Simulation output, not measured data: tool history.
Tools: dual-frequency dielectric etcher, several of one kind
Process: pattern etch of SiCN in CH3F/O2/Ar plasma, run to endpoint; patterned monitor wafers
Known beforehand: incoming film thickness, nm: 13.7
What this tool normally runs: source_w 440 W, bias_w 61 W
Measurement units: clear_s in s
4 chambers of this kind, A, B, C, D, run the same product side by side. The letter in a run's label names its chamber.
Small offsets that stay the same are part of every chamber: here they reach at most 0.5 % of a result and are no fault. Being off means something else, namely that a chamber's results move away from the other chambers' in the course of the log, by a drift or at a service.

| run | hour | source_w | bias_w | clear_s |
|---|---|---|---|---|
| 1A | 3.3 | 440 | 61 | 37.434 |
| 2B | 5.5 | 440 | 61 | 37.455 |
| 3D | 10.6 | 440 | 61 | 37.395 |
| 4C | 13.7 | 440 | 61 | 37.411 |
| 5D | 18.7 | 440 | 61 | 37.077 |
| 6B | 22.3 | 440 | 61 | 37.385 |
| 7A | 26.5 | 440 | 61 | 37.473 |
| 8C | 29.7 | 440 | 61 | 37.238 |
| 9D | 34.5 | 440 | 61 | 37.283 |
| 10A | 38.9 | 440 | 61 | 37.534 |
| 11B | 43.7 | 440 | 61 | 37.231 |
| 12C | 47.8 | 380 | 53 | 40.655 |
| 13D | 52.6 | 380 | 53 | 41.12 |
| 14B | 55.4 | 380 | 53 | 41.304 |
| 15A | 59.5 | 380 | 53 | 41.158 |
| 16C | 64.5 | 350 | 56 | 41.202 |
| 17D | 69.2 | 350 | 56 | 41.748 |
| 18A | 73 | 350 | 56 | 41.978 |
| 19B | 75.6 | 350 | 56 | 41.831 |
| 20C | 79.9 | 440 | 61 | 36.475 |
| 21B | 83.5 | 440 | 61 | 37.318 |
| 22A | 86 | 540 | 53 | 36.217 |
| 23C | 88.4 | 540 | 53 | 35.244 |
| 24D | 92.1 | 540 | 53 | 36.254 |
| 25D | 95.7 | 540 | 53 | 36.054 |
| 26C | 100.7 | 440 | 61 | 36.208 |
| 27B | 103.7 | 440 | 61 | 37.224 |
| 28A | 108 | 440 | 61 | 37.384 |
| 29C | 112.6 | 440 | 61 | 35.961 |
| 30A | 115.5 | 440 | 61 | 37.394 |
| 31D | 119.9 | 440 | 61 | 37.454 |
| 32B | 123.8 | 440 | 61 | 37.242 |

Each of the 4 chambers runs these same settings next. Fill in every chamber's results:
| 33A | 127.5 | 370 | 61 | ? |
| 33B | 127.5 | 370 | 61 | ? |
| 33C | 127.5 | 370 | 61 | ? |
| 33D | 127.5 | 370 | 61 | ? |

| run | clear_s |
|---|---|
| 33A | 40.107 |
| 33B | 39.855 |
| 33C | 38.235 |
| 33D | 39.919 |
